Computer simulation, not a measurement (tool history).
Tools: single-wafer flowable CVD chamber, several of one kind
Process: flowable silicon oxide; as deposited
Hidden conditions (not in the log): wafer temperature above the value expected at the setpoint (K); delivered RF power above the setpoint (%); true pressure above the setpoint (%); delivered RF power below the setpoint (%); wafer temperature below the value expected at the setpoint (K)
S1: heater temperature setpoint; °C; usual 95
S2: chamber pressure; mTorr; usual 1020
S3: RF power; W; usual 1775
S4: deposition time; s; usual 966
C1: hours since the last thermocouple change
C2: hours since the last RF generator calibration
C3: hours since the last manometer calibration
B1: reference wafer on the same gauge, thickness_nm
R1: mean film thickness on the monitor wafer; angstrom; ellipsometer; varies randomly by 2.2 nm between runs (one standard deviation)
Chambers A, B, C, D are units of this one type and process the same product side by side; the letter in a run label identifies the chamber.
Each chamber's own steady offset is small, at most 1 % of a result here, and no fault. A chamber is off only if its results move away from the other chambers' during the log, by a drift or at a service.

{"run": "1D", "hour": 4.4, "S1": 95, "S2": 1020, "S3": 1775, "S4": 966, "C1": 1484.1, "C2": 1711.7, "C3": 1212.5, "B1": 1055.6, "R1": 9138.2}
{"run": "2C", "hour": 13.3, "S1": 95, "S2": 1020, "S3": 1775, "S4": 966, "C1": 718.8, "C2": 1038.8, "C3": 1013.3, "B1": 1056.4, "R1": 9120.3}
{"run": "3A", "hour": 21.8, "S1": 95, "S2": 1020, "S3": 1775, "S4": 966, "C1": 576.9, "C2": 438, "C3": 1364.4, "B1": 1056, "R1": 9140.7}
{"run": "4B", "hour": 29.8, "S1": 95, "S2": 1020, "S3": 1775, "S4": 966, "C1": 2177.6, "C2": 645, "C3": 1705.9, "B1": 1055.9, "R1": 9181.3}
{"run": "5D", "hour": 38.2, "S1": 102, "S2": 1020, "S3": 2040, "S4": 966, "C1": 1517.9, "C2": 1745.5, "C3": 1246.3, "B1": 1056.3, "R1": 7476}
{"run": "6C", "hour": 46.2, "S1": 102, "S2": 1020, "S3": 2040, "S4": 966, "C1": 751.7, "C2": 1071.7, "C3": 1046.2, "B1": 1056.5, "R1": 7476.7}
{"run": "7B", "hour": 51.6, "S1": 102, "S2": 1020, "S3": 2040, "S4": 966, "C1": 2199.4, "C2": 666.8, "C3": 1727.7, "B1": 1056, "R1": 7510}
{"run": "8A", "hour": 58.6, "S1": 102, "S2": 1020, "S3": 2040, "S4": 966, "C1": 613.7, "C2": 474.8, "C3": 1401.2, "B1": 1056, "R1": 7417.4}
{"run": "9B", "hour": 65.3, "S1": 95, "S2": 1020, "S3": 1775, "S4": 966, "C1": 2213.1, "C2": 680.5, "C3": 1741.4, "B1": 1055.8, "R1": 9241.2}
{"run": "10C", "hour": 71.9, "S1": 95, "S2": 1020, "S3": 1775, "S4": 966, "C1": 777.4, "C2": 1097.4, "C3": 1071.9, "B1": 1056.1, "R1": 9186.7}
{"run": "11D", "hour": 81.8, "S1": 95, "S2": 1020, "S3": 1775, "S4": 849, "C1": 1561.5, "C2": 1789.1, "C3": 1289.9, "B1": 1055.6, "R1": 8041.2}
{"run": "12A", "hour": 87.5, "S1": 95, "S2": 1020, "S3": 1775, "S4": 849, "C1": 642.6, "C2": 503.7, "C3": 1430.1, "B1": 1056.8, "R1": 8001.2}
{"run": "13A", "hour": 96.2, "S1": 95, "S2": 1020, "S3": 1775, "S4": 849, "C1": 651.3, "C2": 512.4, "C3": 1438.8, "B1": 1055.7, "R1": 8023.3}
{"run": "14C", "hour": 102.8, "S1": 95, "S2": 1020, "S3": 1775, "S4": 849, "C1": 808.3, "C2": 1128.3, "C3": 1102.8, "B1": 1055.7, "R1": 8025.4}
{"run": "15D", "hour": 107.4, "S1": 95, "S2": 1020, "S3": 1775, "S4": 1120, "C1": 1587.1, "C2": 1814.7, "C3": 1315.5, "B1": 1056.5, "R1": 10619}
{"run": "16B", "hour": 113.9, "S1": 95, "S2": 1020, "S3": 1775, "S4": 1120, "C1": 2261.7, "C2": 729.1, "C3": 1790, "B1": 1055.6, "R1": 10638}
{"hour": 117.4, "done": "chamber C: RF generator calibrated"}
{"run": "17C", "hour": 120.2, "S1": 95, "S2": 1020, "S3": 1775, "S4": 1120, "C1": 825.7, "C2": 2.8, "C3": 1120.2, "B1": 1056.4, "R1": 10631}
{"run": "18D", "hour": 124.6, "S1": 95, "S2": 1020, "S3": 1775, "S4": 1120, "C1": 1604.3, "C2": 1831.9, "C3": 1332.7, "B1": 1055.5, "R1": 10585}
{"run": "19B", "hour": 132.0, "S1": 95, "S2": 1020, "S3": 1775, "S4": 966, "C1": 2279.8, "C2": 747.2, "C3": 1808.1, "B1": 1056.4, "R1": 9231.2}
{"run": "20A", "hour": 139.3, "S1": 95, "S2": 1020, "S3": 1775, "S4": 966, "C1": 694.4, "C2": 555.5, "C3": 1481.9, "B1": 1056.1, "R1": 9113.7}
{"run": "21C", "hour": 145.3, "S1": 95, "S2": 1020, "S3": 1775, "S4": 966, "C1": 850.8, "C2": 27.9, "C3": 1145.3, "B1": 1056.2, "R1": 9223}
{"run": "22B", "hour": 150.2, "S1": 95, "S2": 1020, "S3": 1775, "S4": 966, "C1": 2298, "C2": 765.4, "C3": 1826.3, "B1": 1055.7, "R1": 9229.7}
{"run": "23D", "hour": 155.1, "S1": 95, "S2": 1020, "S3": 1775, "S4": 966, "C1": 1634.8, "C2": 1862.4, "C3": 1363.2, "B1": 1056.4, "R1": 9152.4}
{"run": "24A", "hour": 160.9, "S1": 95, "S2": 1020, "S3": 1775, "S4": 966, "C1": 716, "C2": 577.1, "C3": 1503.5, "B1": 1055.9, "R1": 9115.4}
{"run": "25A", "hour": 168.4, "S1": 89, "S2": 1110, "S3": 1775, "S4": 966, "C1": 723.5, "C2": 584.6, "C3": 1511, "B1": 1055.6, "R1": 12244}
{"run": "26B", "hour": 178.3, "S1": 89, "S2": 1110, "S3": 1775, "S4": 966, "C1": 2326.1, "C2": 793.5, "C3": 1854.4, "B1": 1055.5, "R1": 12415}
{"run": "27C", "hour": 187.7, "S1": 89, "S2": 1110, "S3": 1775, "S4": 966, "C1": 893.2, "C2": 70.3, "C3": 1187.7, "B1": 1056.3, "R1": 12398}
{"run": "28D", "hour": 195.8, "S1": 89, "S2": 1110, "S3": 1775, "S4": 966, "C1": 1675.5, "C2": 1903.1, "C3": 1403.9, "B1": 1056.2, "R1": 12263}
{"run": "29B", "hour": 200.5, "S1": 95, "S2": 1020, "S3": 1775, "S4": 966, "C1": 2348.3, "C2": 815.7, "C3": 1876.6, "B1": 1055.7, "R1": 9214.9}
{"run": "30A", "hour": 207.1, "S1": 95, "S2": 1020, "S3": 1775, "S4": 966, "C1": 762.2, "C2": 623.3, "C3": 1549.7, "B1": 1056.1, "R1": 9135.5}
{"run": "31C", "hour": 216.8, "S1": 95, "S2": 1020, "S3": 1775, "S4": 966, "C1": 922.3, "C2": 99.4, "C3": 1216.8, "B1": 1055.8, "R1": 9336.6}
{"run": "32D", "hour": 223.3, "S1": 95, "S2": 1020, "S3": 1775, "S4": 966, "C1": 1703, "C2": 1930.6, "C3": 1431.4, "B1": 1055.4, "R1": 9195.3}

Does one chamber stand apart from the rest, does the shared gauge drift, or is all well apart from small per-chamber offsets? Give the chamber and the most likely cause, where there is one.

Little by little, chamber C moves away from the other chambers.
Cause: wafer temperature below the value expected at the setpoint (K) = 0.732.
The log might look much the same if the cause were instead: true pressure above the setpoint (%).

Which of the 4 candidates below, each the usual settings with something changed and its results left as question marks, puts chamber C back in line with what the other chambers give on the usual settings?
To be in line, a result may differ from the other chambers' mean on the usual settings by at most: R1 78 angstrom
{"run": "33C-1", "hour": 230.5, "S1": 95, "S2": 1020, "S3": 1760, "S4": 934, "R1": "?"}
{"run": "33C-2", "hour": 230.5, "S1": 95, "S2": 1010, "S3": 1770, "S4": 960, "R1": "?"}
{"run": "33C-3", "hour": 230.5, "S1": 94, "S2": 1020, "S3": 1775, "S4": 966, "R1": "?"}
{"run": "33C-4", "hour": 230.5, "S1": 95, "S2": 1020, "S3": 1775, "S4": 985, "R1": "?"}

Usual-settings mean across the other chambers: R1 9150.5 angstrom
run=33C-1 R1=8999.1
run=33C-2 R1=9155
run=33C-3 R1=9644.8
run=33C-4 R1=9512.6
Change 33C-2 lands the chamber within the allowed miss of the other chambers.
